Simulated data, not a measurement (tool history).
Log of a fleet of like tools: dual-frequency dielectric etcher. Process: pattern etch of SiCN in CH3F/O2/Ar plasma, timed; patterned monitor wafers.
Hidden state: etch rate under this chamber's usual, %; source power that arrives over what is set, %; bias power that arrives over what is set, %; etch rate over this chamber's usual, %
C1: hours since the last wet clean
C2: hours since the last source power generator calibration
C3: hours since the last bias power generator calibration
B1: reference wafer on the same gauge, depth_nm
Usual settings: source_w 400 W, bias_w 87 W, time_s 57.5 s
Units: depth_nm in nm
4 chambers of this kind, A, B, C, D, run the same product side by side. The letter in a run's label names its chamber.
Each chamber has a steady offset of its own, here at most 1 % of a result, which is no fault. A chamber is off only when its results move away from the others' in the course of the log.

run 1A hour=4.2 | source_w=400 bias_w=87 time_s=57.5 | C1=25.5 C2=270.9 C3=361.0 | B1=25.599 | depth_nm=23.317
run 2D hour=8.0 | source_w=400 bias_w=87 time_s=57.5 | C1=510.6 C2=1086.2 C3=811.4 | B1=25.621 | depth_nm=23.022
run 3C hour=12.8 | source_w=400 bias_w=87 time_s=57.5 | C1=63.7 C2=3714.5 C3=1860.0 | B1=25.559 | depth_nm=23.036
run 4B hour=15.5 | source_w=400 bias_w=87 time_s=57.5 | C1=280.6 C2=3254.6 C3=677.4 | B1=25.623 | depth_nm=22.996
run 5B hour=21.2 | source_w=400 bias_w=87 time_s=57.5 | C1=286.3 C2=3260.3 C3=683.1 | B1=25.600 | depth_nm=22.988
run 6D hour=27.1 | source_w=400 bias_w=87 time_s=57.5 | C1=529.7 C2=1105.3 C3=830.5 | B1=25.574 | depth_nm=23.162
run 7C hour=31.1 | source_w=400 bias_w=87 time_s=70.5 | C1=82.0 C2=3732.8 C3=1878.3 | B1=25.597 | depth_nm=28.258
-- hour=34.8 chamber D: wet clean of the chamber
run 8A hour=36.4 | source_w=400 bias_w=87 time_s=70.5 | C1=57.7 C2=303.1 C3=393.2 | B1=25.572 | depth_nm=28.443
run 9A hour=39.2 | source_w=400 bias_w=87 time_s=70.5 | C1=60.5 C2=305.9 C3=396.0 | B1=25.585 | depth_nm=28.517
run 10C hour=44.6 | source_w=400 bias_w=87 time_s=70.5 | C1=95.5 C2=3746.3 C3=1891.8 | B1=25.591 | depth_nm=28.416
run 11B hour=49.7 | source_w=400 bias_w=87 time_s=57.5 | C1=314.8 C2=3288.8 C3=711.6 | B1=25.591 | depth_nm=22.643
run 12D hour=55.0 | source_w=400 bias_w=87 time_s=57.5 | C1=20.3 C2=1133.2 C3=858.4 | B1=25.637 | depth_nm=22.936
run 13B hour=59.1 | source_w=400 bias_w=87 time_s=57.5 | C1=324.2 C2=3298.2 C3=721.0 | B1=25.626 | depth_nm=22.616
run 14A hour=64.6 | source_w=400 bias_w=87 time_s=57.5 | C1=85.9 C2=331.3 C3=421.4 | B1=25.587 | depth_nm=23.124
run 15C hour=68.8 | source_w=400 bias_w=87 time_s=57.5 | C1=119.7 C2=3770.5 C3=1916.0 | B1=25.597 | depth_nm=23.085
run 16D hour=74.2 | source_w=400 bias_w=87 time_s=57.5 | C1=39.5 C2=1152.4 C3=877.6 | B1=25.632 | depth_nm=23.154
run 17B hour=77.5 | source_w=400 bias_w=87 time_s=57.5 | C1=342.6 C2=3316.6 C3=739.4 | B1=25.573 | depth_nm=22.722
run 18C hour=82.9 | source_w=400 bias_w=87 time_s=57.5 | C1=133.8 C2=3784.6 C3=1930.1 | B1=25.610 | depth_nm=23.381
run 19D hour=87.0 | source_w=400 bias_w=87 time_s=57.5 | C1=52.3 C2=1165.2 C3=890.4 | B1=25.588 | depth_nm=22.935
run 20A hour=92.6 | source_w=400 bias_w=87 time_s=57.5 | C1=113.9 C2=359.3 C3=449.4 | B1=25.626 | depth_nm=23.397
run 21D hour=95.9 | source_w=400 bias_w=97 time_s=57.5 | C1=61.2 C2=1174.1 C3=899.3 | B1=25.572 | depth_nm=24.000
run 22A hour=102.1 | source_w=400 bias_w=97 time_s=57.5 | C1=123.4 C2=368.8 C3=458.9 | B1=25.630 | depth_nm=24.008
run 23B hour=107.0 | source_w=400 bias_w=97 time_s=57.5 | C1=372.1 C2=3346.1 C3=768.9 | B1=25.539 | depth_nm=23.372
run 24C hour=110.2 | source_w=400 bias_w=97 time_s=57.5 | C1=161.1 C2=3811.9 C3=1957.4 | B1=25.631 | depth_nm=24.192
run 25C hour=116.3 | source_w=400 bias_w=87 time_s=57.5 | C1=167.2 C2=3818.0 C3=1963.5 | B1=25.610 | depth_nm=23.241

Is one chamber off against the others, does the gauge drift, or is nothing wrong? If a chamber is off, say which, and what the likeliest cause is.

Chamber B drifts away from the others.
Cause: etch rate under this chamber's usual, % = 3.25.

Here are 4 candidates for chamber B's next run, each the usual settings with a change, their results left as question marks. Which one brings its results back in line with what the others give on the usual settings?
In line means no further than this from the other chambers' mean on the usual settings: depth_nm 0.460 nm
run 26B-1 hour=120.8 | source_w=360 bias_w=79 time_s=57.5 | depth_nm=?
run 26B-2 hour=120.8 | source_w=400 bias_w=95 time_s=57.5 | depth_nm=?
run 26B-3 hour=120.8 | source_w=410 bias_w=87 time_s=61.0 | depth_nm=?
run 26B-4 hour=120.8 | source_w=400 bias_w=79 time_s=57.5 | depth_nm=?

The other chambers' mean on the usual settings: depth_nm 23.012 nm
run=26B-1 depth_nm=20.706
run=26B-2 depth_nm=23.013
run=26B-3 depth_nm=23.857
run=26B-4 depth_nm=21.527
26B-2 brings the chamber back in line.
